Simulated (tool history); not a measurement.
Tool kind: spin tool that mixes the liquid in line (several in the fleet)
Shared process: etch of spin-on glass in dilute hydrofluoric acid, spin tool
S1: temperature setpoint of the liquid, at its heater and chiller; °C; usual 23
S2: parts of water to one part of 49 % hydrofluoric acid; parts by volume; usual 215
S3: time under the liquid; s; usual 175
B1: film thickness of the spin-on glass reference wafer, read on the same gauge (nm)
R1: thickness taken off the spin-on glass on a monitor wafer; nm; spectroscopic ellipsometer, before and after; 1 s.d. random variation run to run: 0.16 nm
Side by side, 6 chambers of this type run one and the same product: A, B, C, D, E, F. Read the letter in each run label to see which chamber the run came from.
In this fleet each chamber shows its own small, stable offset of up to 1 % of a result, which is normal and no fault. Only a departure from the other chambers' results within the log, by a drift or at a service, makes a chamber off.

run 1B hour=6.8 | S1=23 S2=215 S3=175 | B1=50 | R1=19.304
run 2A hour=13.2 | S1=23 S2=215 S3=175 | B1=50.017 | R1=19.333
run 3E hour=21 | S1=23 S2=215 S3=175 | B1=50.006 | R1=19.487
run 4F hour=27.1 | S1=23 S2=215 S3=175 | B1=50.007 | R1=19.436
run 5C hour=34.9 | S1=19 S2=215 S3=80 | B1=50 | R1=7.5935
run 6D hour=39.7 | S1=19 S2=215 S3=80 | B1=49.975 | R1=7.5353
run 7F hour=46.3 | S1=19 S2=215 S3=80 | B1=50.039 | R1=7.7669
run 8B hour=56.1 | S1=19 S2=215 S3=80 | B1=50.028 | R1=7.698
run 9E hour=62.2 | S1=19 S2=215 S3=80 | B1=49.971 | R1=7.5061
run 10D hour=70.2 | S1=19 S2=215 S3=80 | B1=49.976 | R1=7.7291
run 11C hour=76.3 | S1=23 S2=215 S3=175 | B1=50.009 | R1=19.202
run 12A hour=81.7 | S1=23 S2=215 S3=175 | B1=50 | R1=19.558
run 13C hour=89 | S1=23 S2=215 S3=175 | B1=49.975 | R1=19.174
run 14B hour=95.9 | S1=23 S2=215 S3=175 | B1=49.982 | R1=19.579
run 15A hour=101.1 | S1=23 S2=300 S3=80 | B1=49.973 | R1=5.8465
run 16E hour=106.3 | S1=23 S2=300 S3=80 | B1=49.977 | R1=5.7876
run 17F hour=111.9 | S1=23 S2=300 S3=80 | B1=49.995 | R1=5.8195
run 18D hour=118 | S1=23 S2=300 S3=80 | B1=50.002 | R1=5.8602
run 19B hour=126.4 | S1=23 S2=300 S3=80 | B1=50.01 | R1=6.1231
run 20F hour=135 | S1=23 S2=300 S3=80 | B1=50.016 | R1=5.8187
run 21E hour=144.3 | S1=23 S2=215 S3=175 | B1=50 | R1=19.036
run 22C hour=152.9 | S1=23 S2=215 S3=175 | B1=49.996 | R1=19.245
run 23D hour=158.7 | S1=23 S2=215 S3=175 | B1=50.011 | R1=19.231
run 24A hour=166.5 | S1=23 S2=215 S3=175 | B1=49.997 | R1=19.299
run 25A hour=175.6 | S1=23 S2=215 S3=175 | B1=49.993 | R1=19.238
run 26D hour=184 | S1=23 S2=215 S3=175 | B1=50.029 | R1=19.254
run 27C hour=191.9 | S1=23 S2=215 S3=175 | B1=49.995 | R1=19.226
run 28F hour=201.4 | S1=23 S2=215 S3=175 | B1=50.01 | R1=19.642
run 29E hour=211.3 | S1=23 S2=215 S3=175 | B1=49.953 | R1=19.201
run 30B hour=218.2 | S1=23 S2=215 S3=175 | B1=50.041 | R1=19.98
run 31F hour=224.5 | S1=23 S2=215 S3=175 | B1=49.966 | R1=19.549
run 32A hour=230.8 | S1=23 S2=215 S3=175 | B1=49.974 | R1=19.637
run 33B hour=238.5 | S1=23 S2=215 S3=175 | B1=50 | R1=20.597
run 34C hour=245.4 | S1=23 S2=215 S3=175 | B1=49.989 | R1=19.122
run 35D hour=250 | S1=23 S2=215 S3=175 | B1=50.061 | R1=19.415
run 36E hour=259.6 | S1=23 S2=215 S3=175 | B1=49.981 | R1=19.351

Has any chamber moved away from the others, gradually or after a service, or does the common gauge drift, or do the chambers differ only by their own small steady offsets? State the chamber and the most likely cause if one applies.

Chamber B drifts away from the others.
Likeliest cause: hydrofluoric acid flow above the setpoint (%) = 4.26.
The log might look much the same if the cause were instead: liquid hotter than its thermometer reads (K).

Chamber B could run next with any of the 4 candidate recipes listed below; each alters the usual settings, and their results appear as question marks. Which one brings its results back in line with what the other chambers deliver on the usual settings?
A result is in line if it is within this distance of the other chambers' mean on the usual settings: R1 0.58 nm
run 37B-1 hour=266.9 | S1=23 S2=205 S3=185 | R1=?
run 37B-2 hour=266.9 | S1=22.5 S2=235 S3=175 | R1=?
run 37B-3 hour=266.9 | S1=23 S2=220 S3=170 | R1=?
run 37B-4 hour=266.9 | S1=23 S2=210 S3=180 | R1=?

The mean the other chambers reach with the usual settings: R1 19.376 nm
run=37B-1 R1=22.903
run=37B-2 R1=18.028
run=37B-3 R1=19.333
run=37B-4 R1=21.651
37B-3 is the one that brings the chamber's results back in line with the other chambers.
